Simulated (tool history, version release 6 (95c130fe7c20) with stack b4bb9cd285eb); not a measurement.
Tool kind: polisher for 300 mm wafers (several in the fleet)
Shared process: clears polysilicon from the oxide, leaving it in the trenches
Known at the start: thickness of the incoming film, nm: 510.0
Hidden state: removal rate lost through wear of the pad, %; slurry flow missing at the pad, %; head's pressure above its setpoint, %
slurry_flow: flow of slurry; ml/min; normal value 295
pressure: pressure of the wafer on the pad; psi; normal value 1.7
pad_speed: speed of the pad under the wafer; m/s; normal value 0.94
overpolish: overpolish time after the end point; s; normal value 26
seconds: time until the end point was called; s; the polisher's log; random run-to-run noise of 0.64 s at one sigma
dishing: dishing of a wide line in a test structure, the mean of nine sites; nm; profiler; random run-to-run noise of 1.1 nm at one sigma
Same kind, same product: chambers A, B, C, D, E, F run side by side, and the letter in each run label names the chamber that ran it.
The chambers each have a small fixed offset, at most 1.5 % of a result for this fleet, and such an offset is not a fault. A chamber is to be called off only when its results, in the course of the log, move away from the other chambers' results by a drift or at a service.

| run | hour | slurry_flow | pressure | pad_speed | overpolish | wafers polished on this pad | hours since the slurry nozzle was cleaned | hours since the head pressure was calibrated | seconds | dishing |
|---|---|---|---|---|---|---|---|---|---|---|
| 1A | 5.5 | 295 | 1.7 | 0.94 | 26 | 556 | 615.4 | 761.4 | 62.152 | 61.690 |
| 2C | 11.4 | 295 | 1.7 | 0.94 | 26 | 391 | 218.0 | 569.3 | 61.773 | 58.977 |
| 3F | 16.0 | 295 | 1.7 | 0.94 | 26 | 1093 | 277.8 | 361.3 | 64.285 | 58.971 |
| 4B | 24.2 | 295 | 1.7 | 0.94 | 26 | 265 | 164.4 | 437.5 | 64.510 | 60.438 |
|  | 26.0 | chamber A: slurry nozzle cleaned |
| 5E | 31.4 | 295 | 1.7 | 0.94 | 26 | 414 | 271.4 | 418.8 | 61.728 | 60.965 |
| 6D | 37.0 | 295 | 1.7 | 0.94 | 26 | 454 | 345.7 | 712.6 | 62.361 | 60.523 |
| 7C | 41.4 | 295 | 2.3 | 0.94 | 35 | 611 | 248.0 | 599.3 | 45.791 | 59.976 |
| 8E | 46.7 | 295 | 2.3 | 0.94 | 35 | 527 | 286.7 | 434.1 | 47.446 | 62.046 |
| 9B | 53.2 | 295 | 2.3 | 0.94 | 35 | 478 | 193.4 | 466.5 | 47.273 | 63.479 |
| 10D | 57.9 | 295 | 2.3 | 0.94 | 35 | 608 | 366.6 | 733.5 | 47.600 | 61.578 |
|  | 58.2 | chamber A: worn pad replaced by a new one |
|  | 61.5 | chamber E: worn pad replaced by a new one |
| 11A | 66.2 | 295 | 2.3 | 0.94 | 35 | 58 | 40.3 | 822.1 | 45.760 | 63.227 |
|  | 67.1 | chamber F: worn pad replaced by a new one |
| 12F | 71.0 | 295 | 2.3 | 0.94 | 35 | 29 | 332.8 | 416.3 | 45.963 | 62.940 |
|  | 76.7 | chamber B: worn pad replaced by a new one |
| 13E | 77.7 | 295 | 1.9 | 0.64 | 26 | 119 | 317.7 | 465.1 | 82.291 | 58.634 |
| 14F | 81.3 | 295 | 1.9 | 0.64 | 26 | 104 | 343.1 | 426.6 | 82.371 | 59.437 |
| 15D | 86.4 | 295 | 1.9 | 0.64 | 26 | 817 | 395.1 | 762.0 | 82.938 | 55.492 |
| 16A | 92.9 | 295 | 1.9 | 0.64 | 26 | 255 | 67.0 | 848.8 | 82.854 | 55.720 |
| 17B | 97.4 | 295 | 1.9 | 0.64 | 26 | 152 | 237.6 | 510.7 | 83.902 | 57.010 |
|  | 100.6 | chamber D: worn pad replaced by a new one |
| 18C | 102.2 | 295 | 1.9 | 0.64 | 26 | 1059 | 308.8 | 660.1 | 81.801 | 57.011 |
|  | 103.1 | chamber C: worn pad replaced by a new one |
| 19D | 109.8 | 295 | 1.7 | 0.94 | 26 | 67 | 418.5 | 785.4 | 63.168 | 59.588 |
| 20A | 113.7 | 395 | 1.7 | 0.94 | 26 | 408 | 87.8 | 869.6 | 61.563 | 59.860 |
| 21B | 119.8 | 395 | 1.7 | 0.94 | 26 | 317 | 260.0 | 533.1 | 60.038 | 59.598 |
| 22E | 123.6 | 395 | 1.7 | 0.94 | 26 | 457 | 363.6 | 511.0 | 61.504 | 59.547 |
|  | 125.6 | chamber F: head pressure recalibrated |
| 23C | 131.6 | 395 | 1.7 | 0.94 | 26 | 209 | 338.2 | 689.5 | 60.783 | 60.636 |
| 24F | 136.7 | 395 | 1.7 | 0.94 | 26 | 512 | 398.5 | 11.2 | 61.383 | 62.310 |
| 25C | 142.9 | 395 | 1.7 | 0.94 | 26 | 293 | 349.5 | 700.8 | 60.604 | 59.097 |
|  | 143.5 | chamber F: slurry nozzle cleaned |
|  | 146.4 | chamber C: slurry nozzle cleaned |
| 26D | 149.3 | 295 | 1.7 | 0.94 | 26 | 358 | 458.0 | 824.9 | 62.452 | 58.631 |
| 27E | 156.7 | 295 | 1.7 | 0.94 | 26 | 701 | 396.7 | 544.1 | 61.917 | 60.116 |
|  | 157.3 | chamber B: worn pad replaced by a new one |
| 28B | 164.1 | 295 | 1.7 | 0.94 | 26 | 50 | 304.3 | 577.4 | 63.788 | 59.173 |
|  | 169.6 | chamber E: worn pad replaced by a new one |
| 29F | 170.3 | 295 | 1.7 | 0.94 | 26 | 759 | 26.8 | 44.8 | 62.214 | 60.547 |
|  | 177.7 | chamber A: worn pad replaced by a new one |
| 30A | 178.3 | 295 | 1.7 | 0.94 | 26 | 5 | 152.4 | 934.2 | 62.613 | 59.836 |
| 31A | 183.3 | 295 | 1.7 | 0.94 | 26 | 41 | 157.4 | 939.2 | 61.007 | 60.681 |
| 32C | 190.0 | 295 | 1.7 | 0.94 | 26 | 639 | 43.6 | 747.9 | 61.971 | 59.440 |
| 33D | 196.8 | 295 | 1.7 | 0.94 | 26 | 708 | 505.5 | 872.4 | 64.132 | 60.201 |
| 34E | 202.7 | 295 | 1.7 | 0.94 | 26 | 243 | 442.7 | 590.1 | 62.198 | 59.217 |
| 35F | 207.1 | 295 | 1.7 | 0.94 | 26 | 1030 | 63.6 | 81.6 | 62.639 | 60.968 |
| 36B | 214.8 | 230 | 1.7 | 0.94 | 26 | 423 | 355.0 | 628.1 | 65.136 | 58.781 |
| 37F | 220.3 | 230 | 1.7 | 0.94 | 26 | 1127 | 76.8 | 94.8 | 63.967 | 60.722 |
| 38E | 225.9 | 230 | 1.7 | 0.94 | 26 | 414 | 465.9 | 613.3 | 64.626 | 61.897 |
|  | 226.8 | chamber C: worn pad replaced by a new one |
|  | 231.3 | chamber D: worn pad replaced by a new one |
| 39D | 233.3 | 230 | 1.7 | 0.94 | 26 | 15 | 542.0 | 908.9 | 65.706 | 58.430 |
| 40A | 241.1 | 230 | 1.7 | 0.94 | 26 | 467 | 215.2 | 997.0 | 63.791 | 57.346 |
|  | 244.6 | chamber B: worn pad replaced by a new one |
| 41C | 245.6 | 230 | 1.7 | 0.94 | 26 | 138 | 99.2 | 803.5 | 64.101 | 60.055 |
| 42B | 249.6 | 295 | 1.7 | 0.94 | 26 | 37 | 389.8 | 662.9 | 63.552 | 57.586 |
| 43C | 257.8 | 295 | 1.7 | 0.94 | 26 | 228 | 111.4 | 815.7 | 62.664 | 59.506 |
| 44B | 262.5 | 295 | 1.7 | 0.94 | 26 | 132 | 402.7 | 675.8 | 62.310 | 59.798 |

Has any chamber moved away from the others, gradually or after a service, or does the common gauge drift, or do the chambers differ only by their own small steady offsets? State the chamber and the most likely cause if one applies.

The fleet is healthy, with each chamber sitting at its usual small offset and no drift in the gauge.

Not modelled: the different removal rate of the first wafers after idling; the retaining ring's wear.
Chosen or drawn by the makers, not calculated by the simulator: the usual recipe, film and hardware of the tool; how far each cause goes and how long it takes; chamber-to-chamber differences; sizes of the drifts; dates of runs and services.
